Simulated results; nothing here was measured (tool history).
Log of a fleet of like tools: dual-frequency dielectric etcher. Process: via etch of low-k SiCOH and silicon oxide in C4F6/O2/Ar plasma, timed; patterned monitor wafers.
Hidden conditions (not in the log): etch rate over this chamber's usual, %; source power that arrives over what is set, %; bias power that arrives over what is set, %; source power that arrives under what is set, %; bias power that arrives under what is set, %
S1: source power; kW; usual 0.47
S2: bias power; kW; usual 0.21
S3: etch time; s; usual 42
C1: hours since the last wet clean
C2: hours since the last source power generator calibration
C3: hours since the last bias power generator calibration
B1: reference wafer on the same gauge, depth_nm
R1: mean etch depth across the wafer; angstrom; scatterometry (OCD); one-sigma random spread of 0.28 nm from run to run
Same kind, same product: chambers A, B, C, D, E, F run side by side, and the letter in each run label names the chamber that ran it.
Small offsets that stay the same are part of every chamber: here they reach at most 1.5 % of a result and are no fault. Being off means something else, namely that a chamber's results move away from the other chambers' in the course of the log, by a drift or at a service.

run   hour    S1    S2  S3     C1      C2      C3      B1      R1
 1B   11.1  0.47  0.21  42  101.6  2532.3  1268.6  140.97  1237.2
      20.8  -- chamber E: wet clean of the chamber
 2C   25.2  0.47  0.21  42   71.9   461.1  1352.4  141.07  1224.8
 3F   36.2  0.47  0.21  42  355.6  3522.6  3230.4  140.99  1225.2
 4D   46.4  0.47  0.21  42  475.3  1118.9  3091.1  140.95  1222.9
 5A   53.7  0.47  0.21  42  529.9  1894.1    2922  140.93  1225.3
 6E   64.7  0.47  0.21  42     44   735.5   941.3  140.94  1228.8
 7A   71.5  0.47  0.21  42  547.7  1911.9  2939.8  140.99  1229.9
 8C   85.3  0.47  0.21  42    132   521.2  1412.5  140.99  1227.7
 9E   99.3  0.47  0.21  42   78.6   770.1   975.9  141.04  1222.4
     104.5  -- chamber A: wet clean of the chamber
10B  108.2  0.47  0.21  42  198.7  2629.4  1365.7  141.04  1242.6
     108.7  -- chamber F: wet clean of the chamber
11D    119  0.47  0.21  42  547.9  1191.5  3163.7  140.97  1221.3
12F  130.2   0.4  0.21  53   21.5  3616.6  3324.4  140.94  1457.2
13E  136.7   0.4  0.21  53    116   807.5  1013.3  140.99  1447.9
     142.9  -- chamber D: wet clean of the chamber
14C  142.9   0.4  0.21  53  189.6   578.8  1470.1  141.11  1458.8
15A  152.6   0.4  0.21  53   48.1    1993  3020.9     141  1458.6
16D  164.6   0.4  0.21  53   21.7  1237.1  3209.3     141    1449
17F  174.4   0.4  0.21  53   65.7  3660.8  3368.6  140.94  1457.5
18B  187.9  0.47  0.21  42  278.4  2709.1  1445.4  141.02    1236
19B  197.2  0.47  0.21  42  287.7  2718.4  1454.7  141.01  1237.7
20A  211.1  0.47  0.21  42  106.6  2051.5  3079.4  141.03  1233.1
21E    220  0.47  0.21  42  199.3   890.8  1096.6  140.95  1225.3
22D  226.1  0.47  0.21  42   83.2  1298.6  3270.8     141  1225.4
23F  238.4  0.47  0.21  42  129.7  3724.8  3432.6  140.96  1224.7
24C    248  0.47  0.21  42  294.7   683.9  1575.2  141.01  1233.1
25A  260.6  0.47  0.21  42  156.1    2101  3128.9  140.93  1229.7
26E  267.7  0.47  0.21  42    247   938.5  1144.3  141.04  1228.7
27D  281.8  0.47  0.21  42  138.9  1354.3  3326.5  140.99    1220
28F  289.2  0.47  0.21  42  180.5  3775.6  3483.4  140.95  1229.7
29B  302.3  0.47  0.21  42  392.8  2823.5  1559.8  140.93  1239.4
30C  311.1  0.47  0.21  42  357.8     747  1638.3     141  1232.5
31E  320.2  0.47  0.21  42  299.5     991  1196.8  140.87    1231
       329  -- chamber F: source power generator calibrated
32D  333.5  0.47  0.21  42  190.6    1406  3378.2  141.02  1220.1
33F  345.6  0.47  0.21  42  236.9    16.7  3539.8  141.07  1231.4
     351.4  -- chamber D: source power generator calibrated
34A  352.1  0.47  0.21  42  247.6  2192.5  3220.4     141  1233.8
35B  358.3  0.56  0.21  36  448.8  2879.5  1615.8  141.06  1139.1
36C  369.7  0.56  0.21  36  416.4   805.6  1696.9  140.96  1125.2
37E  381.8  0.56  0.21  36  361.1  1052.6  1258.4  141.01  1133.6
38D  391.5  0.56  0.21  36  248.6    40.1  3436.2  141.02  1118.7
39C  401.3  0.56  0.21  36    448   837.2  1728.5  140.95  1127.5
40A  408.3  0.56  0.21  36  303.8  2248.7  3276.6  141.06  1130.8
41F  415.9  0.47  0.21  42  307.2      87  3610.1  140.98  1231.8

What goes on in this fleet: one chamber off, a drifting gauge, or nothing beyond the chambers' own small offsets? Name the chamber and the cause, if any.

The fleet is healthy, with each chamber sitting at its usual small offset and no drift in the gauge.
